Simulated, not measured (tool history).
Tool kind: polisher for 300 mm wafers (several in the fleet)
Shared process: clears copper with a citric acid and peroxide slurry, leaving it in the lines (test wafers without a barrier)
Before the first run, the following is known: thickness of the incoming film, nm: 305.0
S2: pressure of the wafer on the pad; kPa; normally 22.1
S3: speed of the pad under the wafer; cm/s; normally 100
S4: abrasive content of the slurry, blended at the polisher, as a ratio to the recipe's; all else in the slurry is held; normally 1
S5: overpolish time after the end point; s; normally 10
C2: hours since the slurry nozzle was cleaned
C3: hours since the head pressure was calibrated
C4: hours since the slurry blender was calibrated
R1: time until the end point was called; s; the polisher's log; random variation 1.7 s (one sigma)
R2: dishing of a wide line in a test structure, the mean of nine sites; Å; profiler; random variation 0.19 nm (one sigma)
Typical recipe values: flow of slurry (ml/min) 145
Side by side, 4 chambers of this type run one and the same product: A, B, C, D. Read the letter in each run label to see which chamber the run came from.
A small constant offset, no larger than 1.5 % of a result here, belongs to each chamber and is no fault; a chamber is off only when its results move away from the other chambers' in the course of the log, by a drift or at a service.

Run 1D, hour 3.5: usual settings; wafers polished on this pad 217; C2 380.7; C3 189.2; C4 184.2. Result: R1 107.940 s, R2 133.89 Å.
Run 2A, hour 8.2: usual settings; wafers polished on this pad 1271; C2 154.7; C3 33.2; C4 27.5. Result: R1 108.550 s, R2 136.92 Å.
Run 3B, hour 12.0: usual settings; wafers polished on this pad 508; C2 358.7; C3 582.6; C4 298.4. Result: R1 107.010 s, R2 136.32 Å.
Run 4C, hour 17.4: usual settings; wafers polished on this pad 365; C2 230.1; C3 276.3; C4 112.4. Result: R1 107.760 s, R2 138.30 Å.
Run 5D, hour 22.3: usual settings; wafers polished on this pad 386; C2 399.5; C3 208.0; C4 203.0. Result: R1 105.880 s, R2 132.83 Å.
Run 6A, hour 27.6: usual settings; wafers polished on this pad 1445; C2 174.1; C3 52.6; C4 46.9. Result: R1 108.290 s, R2 140.67 Å.
At hour 29.3: chamber B: worn pad replaced by a new one.
Run 7B, hour 32.4: usual settings; wafers polished on this pad 28; C2 379.1; C3 603.0; C4 318.8. Result: R1 108.920 s, R2 134.30 Å.
Run 8C, hour 36.9: usual settings; wafers polished on this pad 541; C2 249.6; C3 295.8; C4 131.9. Result: R1 110.290 s, R2 136.54 Å.
At hour 38.0: chamber C: worn pad replaced by a new one.
At hour 41.6: chamber A: worn pad replaced by a new one.
Run 9B, hour 42.3: usual settings; wafers polished on this pad 117; C2 389.0; C3 612.9; C4 328.7. Result: R1 107.870 s, R2 133.09 Å.
Run 10C, hour 46.0: usual settings; wafers polished on this pad 72; C2 258.7; C3 304.9; C4 141.0. Result: R1 106.340 s, R2 136.51 Å.
At hour 49.9: chamber D: slurry nozzle cleaned.
Run 11D, hour 51.1: usual settings; wafers polished on this pad 646; C2 1.2; C3 236.8; C4 231.8. Result: R1 106.070 s, R2 133.57 Å.
Run 12A, hour 55.6: usual settings; wafers polished on this pad 126; C2 202.1; C3 80.6; C4 74.9. Result: R1 104.600 s, R2 138.84 Å.
Run 13B, hour 61.4: usual settings; wafers polished on this pad 289; C2 408.1; C3 632.0; C4 347.8. Result: R1 109.030 s, R2 134.30 Å.
Run 14A, hour 66.7: usual settings but S3 124 cm/s; wafers polished on this pad 226; C2 213.2; C3 91.7; C4 86.0. Result: R1 86.215 s, R2 151.89 Å.
Run 15D, hour 70.0: usual settings but S3 124 cm/s; wafers polished on this pad 816; C2 20.1; C3 255.7; C4 250.7. Result: R1 84.103 s, R2 148.28 Å.
Run 16C, hour 73.9: usual settings but S3 124 cm/s; wafers polished on this pad 323; C2 286.6; C3 332.8; C4 168.9. Result: R1 86.570 s, R2 151.01 Å.
Run 17D, hour 79.3: usual settings but S3 124 cm/s; wafers polished on this pad 900; C2 29.4; C3 265.0; C4 260.0. Result: R1 88.215 s, R2 149.71 Å.
Run 18A, hour 83.2: usual settings; wafers polished on this pad 375; C2 229.7; C3 108.2; C4 102.5. Result: R1 106.570 s, R2 136.75 Å.
At hour 86.6: chamber D: slurry blender recalibrated.
Run 19C, hour 89.6: usual settings; wafers polished on this pad 465; C2 302.3; C3 348.5; C4 184.6. Result: R1 108.100 s, R2 140.92 Å.
At hour 90.1: chamber A: slurry nozzle cleaned.
Run 20B, hour 94.1: usual settings; wafers polished on this pad 583; C2 440.8; C3 664.7; C4 380.5. Result: R1 106.590 s, R2 140.64 Å.
Run 21C, hour 100.8: usual settings but S3 116 cm/s, S5 7 s; wafers polished on this pad 566; C2 313.5; C3 359.7; C4 195.8. Result: R1 94.216 s, R2 120.32 Å.
At hour 102.4: chamber C: worn pad replaced by a new one.
Run 22D, hour 104.9: usual settings but S3 116 cm/s, S5 7 s; wafers polished on this pad 1130; C2 55.0; C3 290.6; C4 18.3. Result: R1 94.761 s, R2 117.45 Å.
Run 23A, hour 108.3: usual settings but S3 116 cm/s, S5 7 s; wafers polished on this pad 601; C2 18.3; C3 133.3; C4 127.6. Result: R1 94.317 s, R2 120.74 Å.
At hour 113.8: chamber C: slurry blender recalibrated.
Run 24B, hour 113.9: usual settings but S3 116 cm/s, S5 7 s; wafers polished on this pad 762; C2 460.6; C3 684.5; C4 400.3. Result: R1 93.972 s, R2 122.72 Å.
At hour 117.0: chamber D: worn pad replaced by a new one.
Run 25C, hour 117.9: usual settings; wafers polished on this pad 139; C2 330.6; C3 376.8; C4 4.2. Result: R1 104.890 s, R2 135.41 Å.
Run 26A, hour 122.9: usual settings; wafers polished on this pad 732; C2 32.9; C3 147.9; C4 142.2. Result: R1 107.400 s, R2 137.75 Å.
Run 27D, hour 126.4: usual settings; wafers polished on this pad 85; C2 76.5; C3 312.1; C4 39.8. Result: R1 108.440 s, R2 131.50 Å.
At hour 127.8: chamber B: worn pad replaced by a new one.
Run 28B, hour 130.9: usual settings but S5 13 s; wafers polished on this pad 27; C2 477.6; C3 701.5; C4 417.3. Result: R1 106.760 s, R2 156.18 Å.
Run 29C, hour 137.5: usual settings but S5 13 s; wafers polished on this pad 315; C2 350.2; C3 396.4; C4 23.8. Result: R1 106.570 s, R2 151.97 Å.
Run 30B, hour 143.0: usual settings but S5 13 s; wafers polished on this pad 136; C2 489.7; C3 713.6; C4 429.4. Result: R1 110.750 s, R2 155.44 Å.

Predict what each chamber gives when all 4 of them run the settings below next.
Run 31A, hour 147.8: usual settings. Result: R1 ?, R2 ?.
Run 31B, hour 147.8: usual settings. Result: R1 ?, R2 ?.
Run 31C, hour 147.8: usual settings. Result: R1 ?, R2 ?.
Run 31D, hour 147.8: usual settings. Result: R1 ?, R2 ?.

run       R1      R2
31A  109.440  135.00
31B  106.530  136.74
31C  112.640  134.44
31D  105.760  133.18

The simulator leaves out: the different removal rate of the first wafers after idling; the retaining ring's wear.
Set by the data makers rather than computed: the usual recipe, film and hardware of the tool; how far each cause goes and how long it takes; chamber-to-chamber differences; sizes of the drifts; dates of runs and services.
